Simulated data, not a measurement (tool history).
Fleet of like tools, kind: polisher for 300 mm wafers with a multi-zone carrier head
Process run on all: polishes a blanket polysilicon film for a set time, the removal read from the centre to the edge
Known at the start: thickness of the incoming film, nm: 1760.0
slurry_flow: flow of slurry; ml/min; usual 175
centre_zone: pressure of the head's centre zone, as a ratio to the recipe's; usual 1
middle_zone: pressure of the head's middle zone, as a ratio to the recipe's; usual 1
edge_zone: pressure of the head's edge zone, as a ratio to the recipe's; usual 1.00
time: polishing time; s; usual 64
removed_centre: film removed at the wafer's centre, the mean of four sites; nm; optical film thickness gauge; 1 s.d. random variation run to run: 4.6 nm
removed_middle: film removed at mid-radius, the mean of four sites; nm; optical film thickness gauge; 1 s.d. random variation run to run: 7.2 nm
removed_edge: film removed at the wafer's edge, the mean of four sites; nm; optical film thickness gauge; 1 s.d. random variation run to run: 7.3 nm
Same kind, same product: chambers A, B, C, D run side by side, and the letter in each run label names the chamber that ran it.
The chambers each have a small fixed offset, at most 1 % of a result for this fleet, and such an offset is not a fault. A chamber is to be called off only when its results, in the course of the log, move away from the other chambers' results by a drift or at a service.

run   hour  slurry_flow  centre_zone  middle_zone  edge_zone  time  removed_centre  removed_middle  removed_edge
 1A    8.8          175            1            1       1.00    64          544.11          529.70        545.80
 2D   16.0          175            1            1       1.00    64          537.62          545.84        530.59
 3C   22.2          175            1            1       1.00    64          531.72          542.98        536.42
 4B   33.6          175            1            1       1.00    64          534.61          529.79        539.82
 5D   44.1          175            1            1       1.00    64          524.64          544.12        534.95
      46.2  -- chamber B: edge zone pressure recalibrated
 6A   50.2          175            1            1       1.00    64          539.57          532.45        538.88
 7B   58.5          175            1            1       1.00    64          539.22          537.60        533.54
      65.4  -- chamber D: worn pad replaced by a new one
 8C   70.4          175            1            1       1.00    64          528.97          532.93        533.95
 9D   80.1          175            1            1       1.00    64          523.47          536.98        538.60
      81.1  -- chamber A: worn pad replaced by a new one
10C   89.7          175            1            1       1.00    53          432.80          442.32        431.66
11A   98.0          175            1            1       1.00    53          439.33          444.34        439.86
     106.2  -- chamber B: worn pad replaced by a new one
12B  108.8          175            1            1       1.00    53          440.82          453.65        444.65
13D  114.6          175            1            1       1.00    53          445.21          442.95        430.67
14B  125.7          175            1            1       1.00    64          539.59          537.31        544.78
15A  137.5          175            1            1       1.00    64          531.27          533.32        542.12
16C  144.6          175            1            1       1.05    64          518.10          511.29        516.02
     148.5  -- chamber B: slurry nozzle cleaned
17D  157.6          175            1            1       1.05    64          529.31          529.49        543.66
18C  163.9          175            1            1       1.05    64          505.11          509.95        526.15
     165.9  -- chamber D: worn pad replaced by a new one
     170.9  -- chamber A: slurry nozzle cleaned
19A  176.7          175            1            1       1.05    64          545.22          535.82        555.83
     177.3  -- chamber D: centre zone pressure recalibrated
20B  182.9          175            1            1       1.00    64          543.17          548.97        540.51
     183.7  -- chamber C: edge zone pressure recalibrated
21A  191.7          125            1            1       1.00    64          499.06          506.64        511.67
22D  201.1          125            1            1       1.00    64          480.57          505.03        506.66
23C  207.9          125            1            1       1.00    64          464.01          468.82        486.81
24B  216.1          125            1            1       1.00    64          504.64          496.46        524.29

All chambers now run identical settings, listed one chamber a line with results as question marks. What results will each chamber show?
25A  225.4          175            1            1       1.00    64               ?               ?             ?
25B  225.4          175            1            1       1.00    64               ?               ?             ?
25C  225.4          175            1            1       1.00    64               ?               ?             ?
25D  225.4          175            1            1       1.00    64               ?               ?             ?

run  removed_centre  removed_middle  removed_edge
25A          541.04          531.95        535.87
25B          547.49          550.74        544.36
25C          484.89          487.04        490.14
25D          524.73          542.05        529.83
